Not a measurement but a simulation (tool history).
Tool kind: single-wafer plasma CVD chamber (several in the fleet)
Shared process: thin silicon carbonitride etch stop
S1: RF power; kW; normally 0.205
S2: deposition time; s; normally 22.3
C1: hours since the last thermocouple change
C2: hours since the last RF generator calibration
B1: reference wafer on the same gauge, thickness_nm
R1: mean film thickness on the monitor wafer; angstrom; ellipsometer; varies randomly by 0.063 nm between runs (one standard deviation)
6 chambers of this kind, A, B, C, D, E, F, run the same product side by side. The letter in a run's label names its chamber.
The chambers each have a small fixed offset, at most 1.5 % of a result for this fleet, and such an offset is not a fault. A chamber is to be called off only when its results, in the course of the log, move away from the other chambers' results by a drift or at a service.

run 1E hour=4.1 | S1=0.205 S2=22.3 | C1=3283.8 C2=1477.2 | B1=12.59 | R1=128.66
run 2A hour=7.8 | S1=0.205 S2=22.3 | C1=288.9 C2=192.5 | B1=12.594 | R1=127.12
run 3C hour=13.7 | S1=0.205 S2=22.3 | C1=258.1 C2=2154.2 | B1=12.599 | R1=125.82
run 4B hour=20.9 | S1=0.205 S2=22.3 | C1=1450.8 C2=788.6 | B1=12.608 | R1=129.43
run 5F hour=25.3 | S1=0.205 S2=22.3 | C1=1611.4 C2=632.7 | B1=12.607 | R1=128.57
run 6D hour=31.3 | S1=0.205 S2=22.3 | C1=2556.4 C2=439.8 | B1=12.602 | R1=127.76
-- hour=33.5 chamber E: thermocouple changed; heater temperature recalibrated
run 7D hour=38.6 | S1=0.205 S2=22.3 | C1=2563.7 C2=447.1 | B1=12.598 | R1=128.11
run 8E hour=43.2 | S1=0.205 S2=22.3 | C1=9.8 C2=1516.3 | B1=12.609 | R1=129.7
run 9A hour=46.8 | S1=0.205 S2=22.3 | C1=327.9 C2=231.5 | B1=12.601 | R1=126.74
run 10F hour=53.7 | S1=0.205 S2=22.3 | C1=1639.8 C2=661.1 | B1=12.61 | R1=127.62
run 11C hour=57.2 | S1=0.205 S2=22.3 | C1=301.6 C2=2197.7 | B1=12.599 | R1=126.51
run 12B hour=61.6 | S1=0.205 S2=22.3 | C1=1491.5 C2=829.3 | B1=12.597 | R1=128.95
run 13A hour=68 | S1=0.205 S2=22.3 | C1=349.1 C2=252.7 | B1=12.597 | R1=127.13
run 14F hour=71.8 | S1=0.205 S2=22.3 | C1=1657.9 C2=679.2 | B1=12.597 | R1=128.84
run 15D hour=79.1 | S1=0.23 S2=18.9 | C1=2604.2 C2=487.6 | B1=12.59 | R1=112.39
run 16C hour=83 | S1=0.23 S2=18.9 | C1=327.4 C2=2223.5 | B1=12.608 | R1=111.36
run 17B hour=89.3 | S1=0.23 S2=18.9 | C1=1519.2 C2=857 | B1=12.583 | R1=112.24
run 18E hour=94.4 | S1=0.23 S2=18.9 | C1=61 C2=1567.5 | B1=12.594 | R1=114.45
run 19B hour=100.2 | S1=0.23 S2=18.9 | C1=1530.1 C2=867.9 | B1=12.613 | R1=111.94
run 20F hour=104.6 | S1=0.23 S2=18.9 | C1=1690.7 C2=712 | B1=12.609 | R1=112.42
run 21C hour=109.7 | S1=0.205 S2=22.3 | C1=354.1 C2=2250.2 | B1=12.583 | R1=125.43
run 22E hour=114.5 | S1=0.205 S2=22.3 | C1=81.1 C2=1587.6 | B1=12.6 | R1=129.74
run 23D hour=120.8 | S1=0.205 S2=22.3 | C1=2645.9 C2=529.3 | B1=12.607 | R1=128.34
run 24A hour=127.7 | S1=0.24 S2=25.9 | C1=408.8 C2=312.4 | B1=12.594 | R1=156.07
run 25C hour=132.4 | S1=0.24 S2=25.9 | C1=376.8 C2=2272.9 | B1=12.593 | R1=153.45
run 26E hour=138.9 | S1=0.24 S2=25.9 | C1=105.5 C2=1612 | B1=12.586 | R1=157.39
run 27A hour=142.8 | S1=0.24 S2=25.9 | C1=423.9 C2=327.5 | B1=12.605 | R1=154.64
run 28B hour=150 | S1=0.24 S2=25.9 | C1=1579.9 C2=917.7 | B1=12.591 | R1=157.95
run 29F hour=153.5 | S1=0.24 S2=25.9 | C1=1739.6 C2=760.9 | B1=12.596 | R1=155.44
run 30D hour=157.5 | S1=0.205 S2=22.3 | C1=2682.6 C2=566 | B1=12.617 | R1=127.4
run 31F hour=164.3 | S1=0.205 S2=22.3 | C1=1750.4 C2=771.7 | B1=12.593 | R1=128.38
run 32E hour=170.8 | S1=0.205 S2=22.3 | C1=137.4 C2=1643.9 | B1=12.602 | R1=129.9
run 33C hour=175.6 | S1=0.205 S2=22.3 | C1=420 C2=2316.1 | B1=12.586 | R1=125.43
run 34B hour=182.3 | S1=0.19 S2=22.3 | C1=1612.2 C2=950 | B1=12.601 | R1=124.67
run 35A hour=186.8 | S1=0.19 S2=22.3 | C1=467.9 C2=371.5 | B1=12.603 | R1=124.2
run 36D hour=190.4 | S1=0.19 S2=22.3 | C1=2715.5 C2=598.9 | B1=12.617 | R1=124.42
run 37F hour=196 | S1=0.19 S2=22.3 | C1=1782.1 C2=803.4 | B1=12.591 | R1=126.47
run 38B hour=202.4 | S1=0.19 S2=22.3 | C1=1632.3 C2=970.1 | B1=12.612 | R1=126.63
run 39C hour=206.6 | S1=0.19 S2=22.3 | C1=451 C2=2347.1 | B1=12.575 | R1=123.68
run 40E hour=212.1 | S1=0.205 S2=22.3 | C1=178.7 C2=1685.2 | B1=12.589 | R1=129.4
run 41A hour=218.1 | S1=0.235 S2=26.6 | C1=499.2 C2=402.8 | B1=12.595 | R1=157.68
run 42D hour=223.9 | S1=0.235 S2=26.6 | C1=2749 C2=632.4 | B1=12.591 | R1=159.02
run 43A hour=230 | S1=0.235 S2=26.6 | C1=511.1 C2=414.7 | B1=12.592 | R1=157.56
run 44E hour=234 | S1=0.235 S2=26.6 | C1=200.6 C2=1707.1 | B1=12.615 | R1=162.35

One chamber off, gauge drift, or nothing amiss beyond the chambers' own small offsets? If it is a chamber, which one, and what is the likeliest cause?

No chamber is off and the gauge is stable; the differences are just each chamber's small, constant offset.
